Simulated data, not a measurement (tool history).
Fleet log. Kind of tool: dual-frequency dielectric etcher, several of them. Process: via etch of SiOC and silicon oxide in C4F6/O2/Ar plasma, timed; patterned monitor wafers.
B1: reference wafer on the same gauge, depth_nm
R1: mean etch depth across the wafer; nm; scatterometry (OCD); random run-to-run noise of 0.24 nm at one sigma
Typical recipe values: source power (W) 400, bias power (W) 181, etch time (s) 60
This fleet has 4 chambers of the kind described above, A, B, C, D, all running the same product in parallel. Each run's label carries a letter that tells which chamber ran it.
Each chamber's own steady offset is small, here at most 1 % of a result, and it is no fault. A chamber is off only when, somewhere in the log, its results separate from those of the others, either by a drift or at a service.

-- day=0.158 chamber A: wet clean of the chamber
run 1D day=0.354 | source_power_(W)=400 bias_power_(W)=181 etch_time_(s)=60 | B1=58.194 | R1=68.348
run 2B day=0.654 | source_power_(W)=400 bias_power_(W)=181 etch_time_(s)=60 | B1=58.189 | R1=68.427
run 3A day=0.962 | source_power_(W)=400 bias_power_(W)=181 etch_time_(s)=60 | B1=58.215 | R1=67.399
run 4C day=1.375 | source_power_(W)=400 bias_power_(W)=181 etch_time_(s)=60 | B1=58.158 | R1=67.461
run 5B day=1.775 | source_power_(W)=400 bias_power_(W)=181 etch_time_(s)=60 | B1=58.154 | R1=68.115
run 6D day=2.208 | source_power_(W)=400 bias_power_(W)=181 etch_time_(s)=60 | B1=58.223 | R1=68.345
run 7A day=2.533 | source_power_(W)=400 bias_power_(W)=181 etch_time_(s)=60 | B1=58.217 | R1=67.209
run 8C day=2.950 | source_power_(W)=400 bias_power_(W)=181 etch_time_(s)=60 | B1=58.219 | R1=68.085
run 9B day=3.375 | source_power_(W)=400 bias_power_(W)=181 etch_time_(s)=60 | B1=58.174 | R1=68.473
run 10A day=3.771 | source_power_(W)=400 bias_power_(W)=181 etch_time_(s)=60 | B1=58.208 | R1=67.823
run 11C day=4.042 | source_power_(W)=400 bias_power_(W)=181 etch_time_(s)=60 | B1=58.193 | R1=68.306
run 12D day=4.296 | source_power_(W)=400 bias_power_(W)=181 etch_time_(s)=60 | B1=58.230 | R1=68.325
run 13B day=4.633 | source_power_(W)=400 bias_power_(W)=181 etch_time_(s)=60 | B1=58.231 | R1=69.230
run 14D day=5.004 | source_power_(W)=400 bias_power_(W)=181 etch_time_(s)=60 | B1=58.170 | R1=68.107
run 15C day=5.317 | source_power_(W)=400 bias_power_(W)=181 etch_time_(s)=60 | B1=58.177 | R1=68.023
run 16A day=5.717 | source_power_(W)=400 bias_power_(W)=181 etch_time_(s)=60 | B1=58.221 | R1=67.680
run 17C day=6.012 | source_power_(W)=400 bias_power_(W)=181 etch_time_(s)=60 | B1=58.255 | R1=67.128
run 18D day=6.371 | source_power_(W)=400 bias_power_(W)=181 etch_time_(s)=60 | B1=58.258 | R1=68.413
run 19A day=6.750 | source_power_(W)=400 bias_power_(W)=181 etch_time_(s)=60 | B1=58.209 | R1=67.260
run 20B day=7.196 | source_power_(W)=400 bias_power_(W)=181 etch_time_(s)=60 | B1=58.209 | R1=69.685
run 21A day=7.608 | source_power_(W)=400 bias_power_(W)=181 etch_time_(s)=60 | B1=58.263 | R1=67.806
run 22C day=7.875 | source_power_(W)=400 bias_power_(W)=200 etch_time_(s)=60 | B1=58.201 | R1=70.159
run 23D day=8.250 | source_power_(W)=400 bias_power_(W)=200 etch_time_(s)=60 | B1=58.178 | R1=70.918
-- day=8.688 chamber D: wet clean of the chamber
run 24B day=8.688 | source_power_(W)=400 bias_power_(W)=200 etch_time_(s)=60 | B1=58.147 | R1=72.518
run 25C day=9.075 | source_power_(W)=400 bias_power_(W)=200 etch_time_(s)=60 | B1=58.165 | R1=69.948
run 26D day=9.375 | source_power_(W)=400 bias_power_(W)=181 etch_time_(s)=60 | B1=58.205 | R1=68.265
run 27A day=9.588 | source_power_(W)=400 bias_power_(W)=181 etch_time_(s)=60 | B1=58.126 | R1=67.357
run 28B day=9.942 | source_power_(W)=400 bias_power_(W)=181 etch_time_(s)=60 | B1=58.236 | R1=70.021
run 29D day=10.304 | source_power_(W)=400 bias_power_(W)=181 etch_time_(s)=60 | B1=58.213 | R1=68.493
run 30C day=10.588 | source_power_(W)=400 bias_power_(W)=181 etch_time_(s)=60 | B1=58.216 | R1=67.968
run 31B day=10.833 | source_power_(W)=400 bias_power_(W)=156 etch_time_(s)=60 | B1=58.191 | R1=67.203
run 32A day=11.225 | source_power_(W)=400 bias_power_(W)=156 etch_time_(s)=60 | B1=58.210 | R1=64.748
run 33C day=11.467 | source_power_(W)=400 bias_power_(W)=156 etch_time_(s)=60 | B1=58.186 | R1=65.001
run 34D day=11.708 | source_power_(W)=400 bias_power_(W)=156 etch_time_(s)=60 | B1=58.173 | R1=65.072
run 35A day=12.129 | source_power_(W)=490 bias_power_(W)=181 etch_time_(s)=60 | B1=58.186 | R1=73.185

Which is it: a chamber that has drifted or been left off by a service, a gauge drift common to all chambers, or only each chamber's usual small offset? If a chamber is off, name it and its likeliest cause.

One chamber, B, drifts off from the rest bit by bit.
Likeliest cause: etch rate over this chamber's usual, % = 3.85.

Below are 4 candidate recipes for chamber B's next run, each the usual settings with a change, their results shown as question marks. Which of them brings B's results back in line with what the other chambers give on the usual settings?
To be in line, a result may differ from the other chambers' mean on the usual settings by at most: R1 0.840 nm
run 36B-1 day=12.450 | source_power_(W)=400 bias_power_(W)=183 etch_time_(s)=62.5 | R1=?
run 36B-2 day=12.450 | source_power_(W)=400 bias_power_(W)=179 etch_time_(s)=57.5 | R1=?
run 36B-3 day=12.450 | source_power_(W)=400 bias_power_(W)=181 etch_time_(s)=65.5 | R1=?
run 36B-4 day=12.450 | source_power_(W)=400 bias_power_(W)=138 etch_time_(s)=60.0 | R1=?

Average result of the remaining chambers running the usual settings: R1 67.931 nm
run=36B-1 R1=74.173
run=36B-2 R1=67.754
run=36B-3 R1=77.458
run=36B-4 R1=65.157
36B-2 puts the chamber back in line with the other chambers.
